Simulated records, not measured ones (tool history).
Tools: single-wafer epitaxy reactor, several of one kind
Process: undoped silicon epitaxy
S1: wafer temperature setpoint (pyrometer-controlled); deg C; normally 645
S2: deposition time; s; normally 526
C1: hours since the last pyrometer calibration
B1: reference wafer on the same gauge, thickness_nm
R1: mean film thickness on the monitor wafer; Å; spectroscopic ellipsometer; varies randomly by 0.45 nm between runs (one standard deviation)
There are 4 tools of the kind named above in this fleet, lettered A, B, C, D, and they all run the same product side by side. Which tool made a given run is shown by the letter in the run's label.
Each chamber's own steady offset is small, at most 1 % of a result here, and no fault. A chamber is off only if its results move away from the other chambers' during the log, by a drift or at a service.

run 1C hour=13.2 | S1=645 S2=526 | C1=1181.1 | B1=83.479 | R1=790.57
run 2B hour=24.6 | S1=645 S2=526 | C1=736.9 | B1=83.599 | R1=795.07
run 3A hour=37.8 | S1=645 S2=526 | C1=1175.4 | B1=83.741 | R1=793.43
run 4D hour=47.5 | S1=645 S2=526 | C1=2026.9 | B1=83.543 | R1=790.05
run 5B hour=61.2 | S1=645 S2=526 | C1=773.5 | B1=83.538 | R1=791.42
run 6A hour=75.9 | S1=645 S2=526 | C1=1213.5 | B1=83.598 | R1=784.58
run 7C hour=82.9 | S1=645 S2=526 | C1=1250.8 | B1=83.623 | R1=789.55
run 8D hour=97.7 | S1=645 S2=526 | C1=2077.1 | B1=83.563 | R1=792.44
run 9C hour=104.5 | S1=656 S2=595 | C1=1272.4 | B1=83.652 | R1=1134.60
run 10A hour=118.7 | S1=656 S2=595 | C1=1256.3 | B1=83.626 | R1=1137.70
run 11D hour=132.9 | S1=656 S2=595 | C1=2112.3 | B1=83.625 | R1=1146.50
run 12B hour=147.2 | S1=656 S2=595 | C1=859.5 | B1=83.666 | R1=1141.00
run 13B hour=155.0 | S1=645 S2=526 | C1=867.3 | B1=83.573 | R1=792.06
run 14C hour=166.3 | S1=645 S2=526 | C1=1334.2 | B1=83.631 | R1=799.47
run 15D hour=175.7 | S1=636 S2=582 | C1=2155.1 | B1=83.652 | R1=718.92
run 16A hour=187.3 | S1=636 S2=582 | C1=1324.9 | B1=83.737 | R1=706.27
run 17D hour=202.5 | S1=636 S2=582 | C1=2181.9 | B1=83.605 | R1=718.81
run 18A hour=214.8 | S1=636 S2=582 | C1=1352.4 | B1=83.637 | R1=716.68
run 19C hour=226.0 | S1=645 S2=526 | C1=1393.9 | B1=83.600 | R1=802.30
run 20B hour=240.4 | S1=645 S2=526 | C1=952.7 | B1=83.609 | R1=779.42
run 21C hour=250.6 | S1=645 S2=526 | C1=1418.5 | B1=83.564 | R1=802.43
run 22B hour=261.9 | S1=638 S2=602 | C1=974.2 | B1=83.510 | R1=768.06
run 23D hour=271.1 | S1=638 S2=602 | C1=2250.5 | B1=83.650 | R1=782.06
run 24A hour=283.2 | S1=638 S2=602 | C1=1420.8 | B1=83.651 | R1=768.75
run 25B hour=293.0 | S1=638 S2=602 | C1=1005.3 | B1=83.631 | R1=775.94
run 26A hour=303.5 | S1=645 S2=526 | C1=1441.1 | B1=83.632 | R1=792.31
run 27C hour=310.9 | S1=645 S2=526 | C1=1478.8 | B1=83.568 | R1=812.79
-- hour=317.1 chamber D: pyrometer calibrated
run 28D hour=322.1 | S1=645 S2=526 | C1=5.1 | B1=83.621 | R1=795.21
run 29D hour=330.1 | S1=645 S2=526 | C1=13.1 | B1=83.622 | R1=790.72
run 30C hour=340.2 | S1=645 S2=526 | C1=1508.1 | B1=83.623 | R1=819.01

Is one chamber off against the others, does the gauge drift, or is nothing wrong? If a chamber is off, say which, and what the likeliest cause is.

Little by little, chamber C moves away from the other chambers.
What lies behind it: wafer temperature above the value expected at the setpoint (K) = 1.68.

Here are 4 candidates for chamber C's next run, each the usual settings with a change, their results left as question marks. Which one brings its results back in line with what the others give on the usual settings?
In line here means within this much of the mean the other chambers give on the usual settings: R1 16.00 Å
run 31C-1 hour=351.5 | S1=645 S2=507 | R1=?
run 31C-2 hour=351.5 | S1=645 S2=488 | R1=?
run 31C-3 hour=351.5 | S1=646 S2=531 | R1=?
run 31C-4 hour=351.5 | S1=645 S2=564 | R1=?

The mean the other chambers reach with the usual settings: R1 790.12 Å
run=31C-1 R1=789.78
run=31C-2 R1=760.18
run=31C-3 R1=845.62
run=31C-4 R1=878.57
The right change is 31C-1: it brings the chamber back within the allowed miss of the others.
